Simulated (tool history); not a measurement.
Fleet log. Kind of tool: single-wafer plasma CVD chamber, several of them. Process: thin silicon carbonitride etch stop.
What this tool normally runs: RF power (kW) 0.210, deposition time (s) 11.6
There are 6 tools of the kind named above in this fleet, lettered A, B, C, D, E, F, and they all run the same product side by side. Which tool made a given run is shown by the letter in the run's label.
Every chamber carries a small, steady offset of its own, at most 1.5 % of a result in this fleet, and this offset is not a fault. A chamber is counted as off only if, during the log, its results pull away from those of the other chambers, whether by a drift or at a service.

run,hour,RF power (kW),deposition time (s),"read-back reference wafer on the same gauge, thickness_nm",mean film thickness on the monitor wafer (nm)
1A,8.1,0.210,11.6,5.9408,6.6529
2C,15.7,0.210,11.6,5.9414,6.6656
3D,23.0,0.210,11.6,5.9411,6.7504
4B,32.4,0.210,11.6,5.9388,6.6585
5F,42.6,0.210,11.6,5.9396,6.6264
6E,47.5,0.210,11.6,5.9450,6.7172
7D,55.0,0.210,11.6,5.9375,6.7887
8F,64.5,0.210,11.6,5.9412,6.6099
9E,74.2,0.210,11.6,5.9400,6.7082
# hour 82.1: chamber F: RF generator calibrated
10C,83.7,0.210,11.6,5.9417,6.6476
11A,90.6,0.210,11.6,5.9403,6.6605
12B,98.9,0.195,10.8,5.9415,6.0828
13C,104.8,0.195,10.8,5.9387,6.0395
14B,110.1,0.195,10.8,5.9403,6.0848
15A,119.4,0.195,10.8,5.9420,6.0915
16F,124.2,0.195,10.8,5.9367,6.0319
17D,130.6,0.195,10.8,5.9404,6.1659
18E,139.5,0.210,11.6,5.9385,6.7195
19D,145.9,0.185,11.6,5.9429,6.5430
20C,151.1,0.185,11.6,5.9395,6.4035
21E,159.3,0.185,11.6,5.9395,6.4581
22F,169.7,0.185,11.6,5.9422,6.3774
23B,175.2,0.185,11.6,5.9403,6.4186
24A,182.9,0.185,11.6,5.9395,6.4309
25C,189.2,0.210,11.6,5.9391,6.6335
26D,198.5,0.210,11.6,5.9399,6.7673
27A,209.1,0.210,11.6,5.9400,6.6642
28F,217.7,0.210,11.6,5.9371,6.6114
29B,224.8,0.210,11.6,5.9391,6.6646
30E,235.5,0.210,11.6,5.9405,6.7002
31B,242.7,0.210,11.6,5.9426,6.6836
32C,250.4,0.210,11.6,5.9370,6.6448
33D,255.1,0.210,11.6,5.9428,6.7681
34A,262.3,0.210,11.6,5.9423,6.6758
35F,270.2,0.185,13.4,5.9413,7.3563
36E,277.0,0.185,13.4,5.9410,7.4709
37B,283.8,0.185,13.4,5.9426,7.4244
38A,290.4,0.185,13.4,5.9425,7.3871

Which is it: a chamber that has drifted or been left off by a service, a gauge drift common to all chambers, or only each chamber's usual small offset? If a chamber is off, name it and its likeliest cause.

All chambers stay in line apart from their small fixed offsets, and the gauge does not drift.
